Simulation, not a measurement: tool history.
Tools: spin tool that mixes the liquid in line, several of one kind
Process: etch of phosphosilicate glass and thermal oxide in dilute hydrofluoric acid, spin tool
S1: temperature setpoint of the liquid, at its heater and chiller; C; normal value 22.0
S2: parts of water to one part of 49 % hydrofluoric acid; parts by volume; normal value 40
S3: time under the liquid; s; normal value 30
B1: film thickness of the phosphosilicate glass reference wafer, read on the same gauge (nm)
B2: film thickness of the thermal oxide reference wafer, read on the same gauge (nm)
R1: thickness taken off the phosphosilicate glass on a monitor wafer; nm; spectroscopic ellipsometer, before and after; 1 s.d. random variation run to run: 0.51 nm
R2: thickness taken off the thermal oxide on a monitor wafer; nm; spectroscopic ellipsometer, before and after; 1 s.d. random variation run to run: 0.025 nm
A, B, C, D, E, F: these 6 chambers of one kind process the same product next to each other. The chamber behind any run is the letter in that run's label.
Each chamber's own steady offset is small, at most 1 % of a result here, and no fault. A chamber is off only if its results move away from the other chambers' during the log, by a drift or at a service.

| run | hour | S1 | S2 | S3 | B1 | B2 | R1 | R2 |
|---|---|---|---|---|---|---|---|---|
| 1A | 12.3 | 22.0 | 40 | 30 | 90.002 | 29.997 | 88.301 | 3.5391 |
| 2F | 26.5 | 22.0 | 40 | 30 | 89.996 | 29.985 | 90.183 | 3.5878 |
| 3D | 40.5 | 22.0 | 40 | 30 | 90.022 | 29.989 | 88.706 | 3.5298 |
| 4B | 53.6 | 22.0 | 40 | 30 | 90.021 | 30.003 | 88.616 | 3.6075 |
| 5C | 63.1 | 22.0 | 35 | 30 | 89.981 | 29.995 | 103.410 | 4.0633 |
| 6E | 77.6 | 22.0 | 35 | 30 | 89.997 | 30.012 | 103.100 | 4.0520 |
| 7F | 84.3 | 22.0 | 35 | 30 | 90.030 | 30.003 | 102.910 | 4.1202 |
| 8B | 96.6 | 22.0 | 35 | 30 | 90.027 | 30.022 | 102.220 | 4.0589 |
| 9A | 103.8 | 22.0 | 35 | 30 | 90.039 | 29.995 | 101.540 | 4.1477 |
| 10E | 111.9 | 22.0 | 35 | 30 | 89.992 | 30.017 | 102.750 | 4.0399 |
| 11C | 121.4 | 22.0 | 40 | 30 | 90.010 | 29.997 | 89.231 | 3.5559 |
| 12D | 133.7 | 22.0 | 40 | 30 | 89.989 | 29.997 | 89.515 | 3.5237 |
| 13B | 147.0 | 22.0 | 40 | 30 | 90.007 | 29.989 | 88.918 | 3.5420 |
| 14F | 155.2 | 22.0 | 40 | 30 | 90.023 | 29.987 | 89.464 | 3.5135 |
| 15E | 168.9 | 22.0 | 40 | 30 | 89.998 | 29.988 | 89.921 | 3.5131 |
| 16C | 176.1 | 22.0 | 40 | 30 | 89.951 | 30.001 | 89.373 | 3.5756 |
| 17D | 183.6 | 22.0 | 40 | 30 | 89.970 | 29.990 | 87.913 | 3.5608 |
| 18A | 197.7 | 22.0 | 40 | 30 | 89.973 | 29.996 | 88.369 | 3.5564 |
|  | 208.8 | chamber A: hydrofluoric acid flow meter replaced |
| 19B | 209.3 | 22.0 | 40 | 30 | 90.002 | 30.028 | 89.640 | 3.5943 |
| 20F | 219.2 | 22.0 | 30 | 30 | 89.981 | 30.021 | 121.370 | 4.8854 |
| 21E | 233.8 | 22.0 | 30 | 30 | 90.017 | 30.015 | 121.180 | 4.7397 |
| 22D | 242.5 | 22.0 | 30 | 30 | 90.053 | 30.001 | 119.720 | 4.8610 |
| 23C | 251.2 | 22.0 | 30 | 30 | 90.019 | 29.988 | 121.710 | 4.8878 |
| 24A | 265.5 | 22.0 | 30 | 30 | 89.958 | 29.992 | 119.380 | 4.7934 |
| 25C | 279.2 | 22.0 | 30 | 30 | 89.951 | 29.980 | 121.140 | 4.7881 |
| 26B | 293.1 | 22.0 | 40 | 30 | 89.976 | 30.000 | 89.020 | 3.5471 |
| 27D | 303.9 | 19.5 | 40 | 45 | 90.021 | 30.015 | 118.820 | 4.7153 |
| 28F | 311.5 | 19.5 | 40 | 45 | 89.994 | 30.003 | 121.670 | 4.7898 |
| 29E | 323.5 | 19.5 | 40 | 45 | 90.006 | 30.019 | 119.980 | 4.7444 |
| 30A | 334.3 | 19.5 | 40 | 45 | 89.983 | 29.999 | 117.770 | 4.8895 |
| 31E | 343.2 | 19.5 | 40 | 45 | 90.020 | 30.013 | 120.870 | 4.7838 |
| 32B | 352.5 | 19.5 | 40 | 45 | 90.007 | 29.987 | 119.530 | 4.8094 |
| 33D | 360.0 | 22.0 | 40 | 30 | 90.010 | 29.998 | 88.887 | 3.5363 |
| 34F | 371.4 | 22.0 | 40 | 30 | 90.013 | 30.002 | 89.845 | 3.5495 |
| 35A | 379.1 | 22.0 | 40 | 30 | 90.002 | 29.990 | 87.355 | 3.5688 |
| 36C | 386.8 | 22.0 | 40 | 30 | 90.029 | 30.000 | 89.584 | 3.5196 |
| 37B | 399.3 | 22.0 | 40 | 30 | 90.013 | 30.007 | 89.309 | 3.6150 |
| 38D | 410.2 | 22.0 | 40 | 30 | 89.990 | 30.016 | 88.758 | 3.5395 |
| 39F | 417.1 | 26.5 | 40 | 40 | 90.006 | 30.017 | 144.330 | 5.7260 |
| 40A | 429.3 | 26.5 | 40 | 40 | 89.996 | 30.001 | 140.220 | 5.7291 |
| 41C | 438.2 | 26.5 | 40 | 40 | 89.975 | 29.997 | 143.620 | 5.7650 |
| 42E | 450.4 | 26.5 | 40 | 40 | 89.984 | 30.003 | 143.990 | 5.6576 |

Each of the 6 chambers runs these same settings next. Fill in every chamber's results:
| 43A | 460.9 | 22.0 | 40 | 30 |  |  | ? | ? |
| 43B | 460.9 | 22.0 | 40 | 30 |  |  | ? | ? |
| 43C | 460.9 | 22.0 | 40 | 30 |  |  | ? | ? |
| 43D | 460.9 | 22.0 | 40 | 30 |  |  | ? | ? |
| 43E | 460.9 | 22.0 | 40 | 30 |  |  | ? | ? |
| 43F | 460.9 | 22.0 | 40 | 30 |  |  | ? | ? |

| run | R1 | R2 |
|---|---|---|
| 43A | 88.585 | 3.5721 |
| 43B | 89.754 | 3.5668 |
| 43C | 88.684 | 3.5401 |
| 43D | 88.697 | 3.5031 |
| 43E | 90.522 | 3.5582 |
| 43F | 89.547 | 3.5781 |
